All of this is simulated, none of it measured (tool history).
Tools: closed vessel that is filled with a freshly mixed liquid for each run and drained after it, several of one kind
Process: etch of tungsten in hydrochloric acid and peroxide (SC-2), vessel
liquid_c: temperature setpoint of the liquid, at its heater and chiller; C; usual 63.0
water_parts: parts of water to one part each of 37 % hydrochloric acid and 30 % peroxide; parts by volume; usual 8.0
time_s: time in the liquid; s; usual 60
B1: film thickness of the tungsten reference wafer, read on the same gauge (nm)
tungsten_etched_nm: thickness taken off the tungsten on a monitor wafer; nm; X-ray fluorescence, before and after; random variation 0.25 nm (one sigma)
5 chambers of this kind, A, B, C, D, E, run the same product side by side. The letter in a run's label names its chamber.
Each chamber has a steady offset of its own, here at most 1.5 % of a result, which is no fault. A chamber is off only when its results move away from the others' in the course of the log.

Run 1E, hour 6.5: usual settings; B1 29.987. Result: tungsten_etched_nm 31.769 nm.
Run 2B, hour 14.1: usual settings; B1 29.999. Result: tungsten_etched_nm 32.060 nm.
Run 3D, hour 20.7: usual settings; B1 30.026. Result: tungsten_etched_nm 31.845 nm.
Run 4A, hour 32.3: usual settings; B1 30.011. Result: tungsten_etched_nm 31.604 nm.
Run 5C, hour 45.0: usual settings; B1 29.984. Result: tungsten_etched_nm 31.981 nm.
Run 6B, hour 56.6: usual settings; B1 29.962. Result: tungsten_etched_nm 32.263 nm.
At hour 61.0: chamber B: new drum of peroxide connected.
Run 7D, hour 63.4: usual settings; B1 29.992. Result: tungsten_etched_nm 32.043 nm.
Run 8E, hour 76.6: usual settings; B1 29.988. Result: tungsten_etched_nm 32.116 nm.
Run 9A, hour 83.7: usual settings; B1 30.001. Result: tungsten_etched_nm 32.090 nm.
Run 10C, hour 95.5: usual settings; B1 29.940. Result: tungsten_etched_nm 32.156 nm.
Run 11E, hour 103.8: usual settings; B1 30.002. Result: tungsten_etched_nm 31.967 nm.
Run 12B, hour 111.5: usual settings; B1 29.978. Result: tungsten_etched_nm 31.919 nm.
Run 13C, hour 118.8: usual settings; B1 29.983. Result: tungsten_etched_nm 31.765 nm.
Run 14A, hour 125.6: usual settings but liquid_c 71.5 C; B1 29.953. Result: tungsten_etched_nm 53.240 nm.
Run 15D, hour 132.8: usual settings but liquid_c 71.5 C; B1 29.929. Result: tungsten_etched_nm 53.932 nm.
Run 16A, hour 141.0: usual settings but liquid_c 71.5 C; B1 30.002. Result: tungsten_etched_nm 52.491 nm.
Run 17D, hour 152.1: usual settings but liquid_c 71.5 C; B1 29.974. Result: tungsten_etched_nm 53.477 nm.
Run 18C, hour 159.1: usual settings but liquid_c 71.5 C; B1 30.009. Result: tungsten_etched_nm 53.543 nm.
Run 19E, hour 166.1: usual settings; B1 30.002. Result: tungsten_etched_nm 31.932 nm.
Run 20B, hour 177.6: usual settings but water_parts 4.5 parts by volume; B1 30.017. Result: tungsten_etched_nm 49.680 nm.
Run 21D, hour 191.1: usual settings but water_parts 4.5 parts by volume; B1 29.967. Result: tungsten_etched_nm 50.956 nm.
Run 22E, hour 200.8: usual settings but water_parts 4.5 parts by volume; B1 30.034. Result: tungsten_etched_nm 49.462 nm.
Run 23B, hour 210.6: usual settings but water_parts 4.5 parts by volume; B1 29.982. Result: tungsten_etched_nm 49.533 nm.
Run 24A, hour 220.8: usual settings but water_parts 4.5 parts by volume; B1 30.037. Result: tungsten_etched_nm 49.035 nm.
Run 25C, hour 228.7: usual settings; B1 30.027. Result: tungsten_etched_nm 32.112 nm.
At hour 237.0: chamber A: thermometer replaced.
Run 26D, hour 237.8: usual settings; B1 29.918. Result: tungsten_etched_nm 32.962 nm.
At hour 244.6: chamber D: chemicals flow meter replaced.
Run 27E, hour 249.5: usual settings but liquid_c 58.0 C; B1 30.019. Result: tungsten_etched_nm 23.209 nm.
Run 28C, hour 257.3: usual settings but liquid_c 58.0 C; B1 30.006. Result: tungsten_etched_nm 23.570 nm.
At hour 262.8: chamber A: new drum of peroxide connected.
Run 29B, hour 269.8: usual settings but liquid_c 58.0 C; B1 29.994. Result: tungsten_etched_nm 23.586 nm.
Run 30A, hour 280.5: usual settings but liquid_c 58.0 C; B1 30.019. Result: tungsten_etched_nm 23.315 nm.
Run 31A, hour 286.8: usual settings but liquid_c 58.0 C; B1 30.023. Result: tungsten_etched_nm 23.361 nm.
Run 32B, hour 295.8: usual settings; B1 30.034. Result: tungsten_etched_nm 32.217 nm.
Run 33C, hour 304.1: usual settings; B1 30.004. Result: tungsten_etched_nm 32.597 nm.
Run 34D, hour 317.8: usual settings; B1 29.979. Result: tungsten_etched_nm 33.444 nm.

Next, every chamber runs the same settings. What will each give?
Run 35A, hour 327.6: usual settings. Result: tungsten_etched_nm ?.
Run 35B, hour 327.6: usual settings. Result: tungsten_etched_nm ?.
Run 35C, hour 327.6: usual settings. Result: tungsten_etched_nm ?.
Run 35D, hour 327.6: usual settings. Result: tungsten_etched_nm ?.
Run 35E, hour 327.6: usual settings. Result: tungsten_etched_nm ?.

run  tungsten_etched_nm
35A              31.913
35B              32.446
35C              32.034
35D              33.749
35E              31.652
